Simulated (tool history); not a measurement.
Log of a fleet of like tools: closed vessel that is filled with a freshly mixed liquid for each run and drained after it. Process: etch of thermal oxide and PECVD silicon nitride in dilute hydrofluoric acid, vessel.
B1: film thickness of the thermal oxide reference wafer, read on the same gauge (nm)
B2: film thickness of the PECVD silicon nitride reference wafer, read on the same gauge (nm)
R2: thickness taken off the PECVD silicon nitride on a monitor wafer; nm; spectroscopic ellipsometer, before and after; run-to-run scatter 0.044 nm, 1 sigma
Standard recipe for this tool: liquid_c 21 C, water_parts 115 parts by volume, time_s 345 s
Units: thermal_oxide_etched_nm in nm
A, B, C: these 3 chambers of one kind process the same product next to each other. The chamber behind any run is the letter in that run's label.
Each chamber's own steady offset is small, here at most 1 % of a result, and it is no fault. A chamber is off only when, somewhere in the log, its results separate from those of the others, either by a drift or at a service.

{"run": "1C", "hour": 12.0, "liquid_c": 21, "water_parts": 115, "time_s": 345, "B1": 59.998, "B2": 79.992, "thermal_oxide_etched_nm": 12.54, "R2": 4.7931}
{"run": "2B", "hour": 20.0, "liquid_c": 21, "water_parts": 115, "time_s": 345, "B1": 59.987, "B2": 79.958, "thermal_oxide_etched_nm": 12.305, "R2": 4.7668}
{"run": "3A", "hour": 33.6, "liquid_c": 21, "water_parts": 115, "time_s": 345, "B1": 59.995, "B2": 79.945, "thermal_oxide_etched_nm": 12.531, "R2": 4.7208}
{"run": "4C", "hour": 49.9, "liquid_c": 21, "water_parts": 115, "time_s": 345, "B1": 60.013, "B2": 79.993, "thermal_oxide_etched_nm": 12.619, "R2": 4.7879}
{"run": "5A", "hour": 66.1, "liquid_c": 21, "water_parts": 115, "time_s": 345, "B1": 60.012, "B2": 79.981, "thermal_oxide_etched_nm": 12.322, "R2": 4.6794}
{"run": "6B", "hour": 73.7, "liquid_c": 22.5, "water_parts": 115, "time_s": 345, "B1": 59.991, "B2": 80.013, "thermal_oxide_etched_nm": 13.319, "R2": 5.2332}
{"run": "7B", "hour": 90.0, "liquid_c": 22.5, "water_parts": 115, "time_s": 345, "B1": 59.994, "B2": 79.997, "thermal_oxide_etched_nm": 13.228, "R2": 5.3584}
{"run": "8A", "hour": 100.5, "liquid_c": 22.5, "water_parts": 115, "time_s": 345, "B1": 60.001, "B2": 80.008, "thermal_oxide_etched_nm": 13.265, "R2": 5.241}
{"run": "9C", "hour": 113.8, "liquid_c": 21, "water_parts": 115, "time_s": 345, "B1": 60.003, "B2": 80.036, "thermal_oxide_etched_nm": 12.684, "R2": 4.785}
{"run": "10B", "hour": 126.2, "liquid_c": 21, "water_parts": 115, "time_s": 345, "B1": 60.015, "B2": 79.966, "thermal_oxide_etched_nm": 12.415, "R2": 4.8204}
{"run": "11A", "hour": 140.8, "liquid_c": 21, "water_parts": 115, "time_s": 345, "B1": 59.991, "B2": 79.964, "thermal_oxide_etched_nm": 12.4, "R2": 4.8674}
{"run": "12C", "hour": 151.8, "liquid_c": 21, "water_parts": 115, "time_s": 345, "B1": 59.989, "B2": 80.029, "thermal_oxide_etched_nm": 12.553, "R2": 4.763}
{"run": "13B", "hour": 163.9, "liquid_c": 21, "water_parts": 115, "time_s": 345, "B1": 60.014, "B2": 80.002, "thermal_oxide_etched_nm": 12.192, "R2": 4.7148}
{"run": "14C", "hour": 173.3, "liquid_c": 21, "water_parts": 115, "time_s": 345, "B1": 60.003, "B2": 80.014, "thermal_oxide_etched_nm": 12.54, "R2": 4.7145}
{"run": "15A", "hour": 181.8, "liquid_c": 24, "water_parts": 115, "time_s": 150, "B1": 60.019, "B2": 80.01, "thermal_oxide_etched_nm": 6.1096, "R2": 2.4976}
{"run": "16C", "hour": 189.5, "liquid_c": 24, "water_parts": 115, "time_s": 150, "B1": 59.986, "B2": 79.98, "thermal_oxide_etched_nm": 6.1304, "R2": 2.5301}
{"run": "17B", "hour": 198.5, "liquid_c": 24, "water_parts": 115, "time_s": 150, "B1": 59.988, "B2": 79.972, "thermal_oxide_etched_nm": 6.07, "R2": 2.5439}
{"run": "18A", "hour": 214.8, "liquid_c": 21, "water_parts": 115, "time_s": 345, "B1": 60.006, "B2": 80.017, "thermal_oxide_etched_nm": 12.675, "R2": 4.7037}
{"run": "19C", "hour": 223.3, "liquid_c": 21, "water_parts": 115, "time_s": 345, "B1": 60.004, "B2": 79.963, "thermal_oxide_etched_nm": 12.726, "R2": 4.7892}
{"run": "20A", "hour": 233.9, "liquid_c": 21, "water_parts": 115, "time_s": 345, "B1": 59.983, "B2": 80.049, "thermal_oxide_etched_nm": 12.569, "R2": 4.7906}
{"run": "21B", "hour": 245.1, "liquid_c": 21, "water_parts": 115, "time_s": 165, "B1": 60.013, "B2": 79.972, "thermal_oxide_etched_nm": 5.9424, "R2": 2.2779}
{"run": "22A", "hour": 253.5, "liquid_c": 21, "water_parts": 115, "time_s": 165, "B1": 59.997, "B2": 80.007, "thermal_oxide_etched_nm": 5.9827, "R2": 2.2579}
{"hour": 258.0, "done": "chamber B: hydrofluoric acid flow meter replaced"}
{"run": "23C", "hour": 263.1, "liquid_c": 21, "water_parts": 115, "time_s": 165, "B1": 60.003, "B2": 80.026, "thermal_oxide_etched_nm": 6.0197, "R2": 2.2342}
{"run": "24B", "hour": 278.8, "liquid_c": 21, "water_parts": 115, "time_s": 345, "B1": 59.99, "B2": 79.991, "thermal_oxide_etched_nm": 12.414, "R2": 4.8397}
{"run": "25B", "hour": 292.5, "liquid_c": 21, "water_parts": 115, "time_s": 345, "B1": 60.015, "B2": 79.935, "thermal_oxide_etched_nm": 12.215, "R2": 4.8027}
{"hour": 298.6, "done": "chamber C: thermometer replaced"}
{"run": "26C", "hour": 306.0, "liquid_c": 21, "water_parts": 115, "time_s": 345, "B1": 60.015, "B2": 79.98, "thermal_oxide_etched_nm": 12.551, "R2": 4.7785}
{"run": "27A", "hour": 317.6, "liquid_c": 21, "water_parts": 115, "time_s": 345, "B1": 59.988, "B2": 79.962, "thermal_oxide_etched_nm": 12.413, "R2": 4.813}
{"run": "28C", "hour": 332.9, "liquid_c": 21, "water_parts": 115, "time_s": 345, "B1": 60.01, "B2": 79.965, "thermal_oxide_etched_nm": 12.618, "R2": 4.7941}
{"run": "29A", "hour": 341.0, "liquid_c": 21, "water_parts": 115, "time_s": 345, "B1": 60.006, "B2": 80.016, "thermal_oxide_etched_nm": 12.34, "R2": 4.7678}
{"run": "30B", "hour": 348.2, "liquid_c": 21, "water_parts": 115, "time_s": 345, "B1": 60.007, "B2": 80.004, "thermal_oxide_etched_nm": 12.505, "R2": 4.8021}

Is one chamber out of step, is the gauge drifting, or do the chambers differ by no more than their own small offsets? For an off chamber, give its letter and the likeliest cause.

No chamber stands off beyond its own small offset, and the gauge holds steady.
